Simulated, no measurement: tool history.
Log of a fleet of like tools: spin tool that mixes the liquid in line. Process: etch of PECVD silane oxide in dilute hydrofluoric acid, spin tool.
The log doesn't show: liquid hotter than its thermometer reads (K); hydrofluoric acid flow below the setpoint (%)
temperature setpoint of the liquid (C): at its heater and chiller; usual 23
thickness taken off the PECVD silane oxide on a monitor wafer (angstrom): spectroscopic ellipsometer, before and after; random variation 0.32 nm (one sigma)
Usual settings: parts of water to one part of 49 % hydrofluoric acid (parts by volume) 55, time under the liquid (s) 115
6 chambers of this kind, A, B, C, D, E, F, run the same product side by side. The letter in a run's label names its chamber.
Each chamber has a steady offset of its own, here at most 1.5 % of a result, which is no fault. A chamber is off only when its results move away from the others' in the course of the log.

run,day,temperature setpoint of the liquid (C),parts of water to one part of 49 % hydrofluoric acid (parts by volume),time under the liquid (s),hours since the thermometer was replaced,hours since the hydrofluoric acid flow meter was replaced,"read-back film thickness of the PECVD silane oxide reference wafer, read on the same gauge (nm)",thickness taken off the PECVD silane oxide on a monitor wafer (angstrom)
1D,0.4,23,55,115,790.4,225.5,90.008,440.36
2A,0.883,23,55,115,1045.5,26.6,90.019,451.59
# day 1.275: chamber E: thermometer replaced
3B,1.412,23,55,115,628.5,1640.4,89.989,444.23
4E,1.688,23,55,115,9.9,1018.2,90,447.49
5F,2.25,23,55,115,1373.9,256.9,90.016,446.39
6C,2.612,23,55,115,1257.1,1284.7,90.02,442.86
7A,3.125,23,55,115,1099.3,80.4,89.991,444.69
8F,3.546,23,55,115,1405,288,89.987,443.56
9E,4.029,23,55,115,66.1,1074.4,89.962,446.88
10B,4.404,23,55,115,700.3,1712.2,89.993,438.69
11C,4.938,23,55,115,1312.9,1340.5,89.993,443.23
12D,5.267,23,55,115,907.2,342.3,89.992,444.41
13D,5.812,23,55,115,920.3,355.4,90.004,442.83
14E,6.367,23,55,115,122.2,1130.5,90.009,442.63
15A,6.762,23,55,115,1186.6,167.7,89.987,451.22
16C,7.312,23,55,115,1369.9,1397.5,90.027,437.94
17B,7.558,23,55,115,776,1787.9,89.981,443.21
18F,8.088,23,55,115,1514,397,90.025,445.2
19A,8.429,23,55,115,1226.6,207.7,90.005,447.52
20D,8.892,23,55,115,994.2,429.3,89.978,429.25
21E,9.404,23,55,115,195.1,1203.4,89.98,443.98
22C,9.846,23,55,115,1430.7,1458.3,90.007,443.91
23B,10.208,23,55,115,839.6,1851.5,89.991,448.15
24F,10.462,23,55,115,1571,454,89.968,447.49
25F,10.883,23,55,115,1581.1,464.1,90,437.06
26A,11.171,23,55,115,1292.4,273.5,90.01,453.65
27D,11.588,23,55,115,1058.9,494,90.032,426.74
28C,12.046,23,55,115,1483.5,1511.1,89.995,438.99
29E,12.379,23,55,115,266.5,1274.8,90.027,442.75
30B,12.904,23,55,115,904.3,1916.2,89.971,437.35
31D,13.425,23,55,115,1103,538.1,90.004,414.46
32B,13.771,23,55,115,925.1,1937,90.002,447.12
33C,14.196,23,55,115,1535.1,1562.7,90.001,442.18
34E,14.704,23,55,115,322.3,1330.6,90,444.99
# day 14.983: chamber A: thermometer replaced
35F,15.046,23,55,115,1681,564,90.01,445.36
36A,15.567,23,55,115,14.1,379,89.972,448.24
37D,16.062,23,55,115,1166.3,601.4,90.028,412.19
38A,16.342,23,35,150,32.7,397.6,89.99,949.87
39E,16.779,23,35,150,372.1,1380.4,89.99,939.21

All 6 chambers run these settings next. Forecast each chamber's results:
40A,17.188,23,55,115,,,,?
40B,17.188,23,55,115,,,,?
40C,17.188,23,55,115,,,,?
40D,17.188,23,55,115,,,,?
40E,17.188,23,55,115,,,,?
40F,17.188,23,55,115,,,,?

run,thickness taken off the PECVD silane oxide on a monitor wafer (angstrom)
40A,450.64
40B,444.05
40C,442.2
40D,401.9
40E,448.29
40F,449.59
